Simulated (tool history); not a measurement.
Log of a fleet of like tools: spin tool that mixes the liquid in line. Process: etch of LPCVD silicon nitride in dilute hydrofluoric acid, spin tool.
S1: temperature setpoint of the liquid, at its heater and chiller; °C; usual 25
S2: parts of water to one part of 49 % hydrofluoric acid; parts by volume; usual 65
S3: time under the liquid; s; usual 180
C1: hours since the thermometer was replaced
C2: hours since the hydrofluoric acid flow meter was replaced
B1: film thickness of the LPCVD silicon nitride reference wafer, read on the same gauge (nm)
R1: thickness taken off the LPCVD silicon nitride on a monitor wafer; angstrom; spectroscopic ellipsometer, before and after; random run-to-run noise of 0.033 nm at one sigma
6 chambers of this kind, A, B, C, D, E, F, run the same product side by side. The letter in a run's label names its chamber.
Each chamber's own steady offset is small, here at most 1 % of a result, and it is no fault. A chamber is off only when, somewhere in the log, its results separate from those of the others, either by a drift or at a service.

-- hour=1.3 chamber D: thermometer replaced
run 1A hour=5.0 | S1=25 S2=65 S3=180 | C1=102.1 C2=1130.5 | B1=120.02 | R1=14.3050
run 2C hour=8.9 | S1=25 S2=65 S3=180 | C1=350.4 C2=340.1 | B1=120.01 | R1=14.0650
run 3B hour=12.3 | S1=25 S2=65 S3=180 | C1=761.3 C2=1042.3 | B1=120.02 | R1=14.1190
run 4D hour=16.7 | S1=25 S2=65 S3=180 | C1=15.4 C2=1043.1 | B1=119.99 | R1=13.8090
run 5F hour=20.9 | S1=25 S2=65 S3=180 | C1=850.7 C2=495.2 | B1=119.98 | R1=14.4800
run 6E hour=27.6 | S1=25 S2=65 S3=180 | C1=2978.1 C2=511.4 | B1=120.03 | R1=14.8180
run 7E hour=34.6 | S1=25 S2=65 S3=125 | C1=2985.1 C2=518.4 | B1=119.99 | R1=9.5664
run 8A hour=41.5 | S1=25 S2=65 S3=125 | C1=138.6 C2=1167.0 | B1=119.99 | R1=9.6273
run 9F hour=46.1 | S1=25 S2=65 S3=125 | C1=875.9 C2=520.4 | B1=119.99 | R1=9.9200
run 10B hour=53.6 | S1=25 S2=65 S3=125 | C1=802.6 C2=1083.6 | B1=120.00 | R1=9.8369
run 11C hour=58.0 | S1=25 S2=65 S3=125 | C1=399.5 C2=389.2 | B1=120.00 | R1=10.0910
run 12D hour=62.2 | S1=25 S2=65 S3=125 | C1=60.9 C2=1088.6 | B1=119.99 | R1=9.7626
run 13A hour=66.2 | S1=25 S2=65 S3=180 | C1=163.3 C2=1191.7 | B1=120.02 | R1=13.4320
run 14D hour=70.9 | S1=25 S2=65 S3=180 | C1=69.6 C2=1097.3 | B1=120.00 | R1=14.5570
run 15E hour=75.0 | S1=25 S2=65 S3=180 | C1=3025.5 C2=558.8 | B1=119.98 | R1=14.0600
run 16C hour=81.5 | S1=25 S2=65 S3=180 | C1=423.0 C2=412.7 | B1=120.01 | R1=13.9140
run 17B hour=86.6 | S1=25 S2=65 S3=180 | C1=835.6 C2=1116.6 | B1=120.00 | R1=14.0730
run 18F hour=90.6 | S1=25 S2=65 S3=180 | C1=920.4 C2=564.9 | B1=120.00 | R1=13.8600
run 19C hour=96.8 | S1=25 S2=65 S3=180 | C1=438.3 C2=428.0 | B1=120.01 | R1=13.9050
run 20D hour=104.0 | S1=25 S2=65 S3=180 | C1=102.7 C2=1130.4 | B1=119.99 | R1=14.0370
-- hour=105.4 chamber B: hydrofluoric acid flow meter replaced
run 21E hour=107.8 | S1=25 S2=65 S3=180 | C1=3058.3 C2=591.6 | B1=120.01 | R1=14.0390
run 22A hour=113.3 | S1=25 S2=65 S3=180 | C1=210.4 C2=1238.8 | B1=120.00 | R1=13.7610
run 23B hour=120.1 | S1=22 S2=65 S3=260 | C1=869.1 C2=14.7 | B1=120.01 | R1=16.5350
run 24F hour=124.5 | S1=22 S2=65 S3=260 | C1=954.3 C2=598.8 | B1=119.99 | R1=16.7650
run 25A hour=130.1 | S1=22 S2=65 S3=260 | C1=227.2 C2=1255.6 | B1=120.01 | R1=16.9340
run 26D hour=137.4 | S1=22 S2=65 S3=260 | C1=136.1 C2=1163.8 | B1=120.01 | R1=16.0760
run 27F hour=144.4 | S1=22 S2=65 S3=260 | C1=974.2 C2=618.7 | B1=120.01 | R1=17.0210
run 28B hour=152.0 | S1=22 S2=65 S3=260 | C1=901.0 C2=46.6 | B1=120.01 | R1=15.7820
-- hour=155.3 chamber E: thermometer replaced
run 29C hour=159.0 | S1=25 S2=65 S3=180 | C1=500.5 C2=490.2 | B1=119.99 | R1=14.5460
run 30E hour=164.4 | S1=25 S2=65 S3=180 | C1=9.2 C2=648.2 | B1=119.99 | R1=14.1500
run 31E hour=170.2 | S1=20 S2=40 S3=180 | C1=15.0 C2=654.0 | B1=120.03 | R1=16.3670
run 32F hour=177.2 | S1=20 S2=40 S3=180 | C1=1007.0 C2=651.5 | B1=119.99 | R1=16.0060
run 33A hour=183.8 | S1=20 S2=40 S3=180 | C1=280.9 C2=1309.3 | B1=119.99 | R1=15.6730
run 34B hour=189.7 | S1=20 S2=40 S3=180 | C1=938.7 C2=84.3 | B1=119.99 | R1=16.2510
run 35C hour=195.0 | S1=20 S2=40 S3=180 | C1=536.5 C2=526.2 | B1=119.99 | R1=15.9600
run 36D hour=199.4 | S1=20 S2=40 S3=180 | C1=198.1 C2=1225.8 | B1=120.01 | R1=15.7220

What goes on in this fleet: one chamber off, a drifting gauge, or nothing beyond the chambers' own small offsets? Name the chamber and the cause, if any.

No chamber stands off beyond its own small offset, and the gauge holds steady.
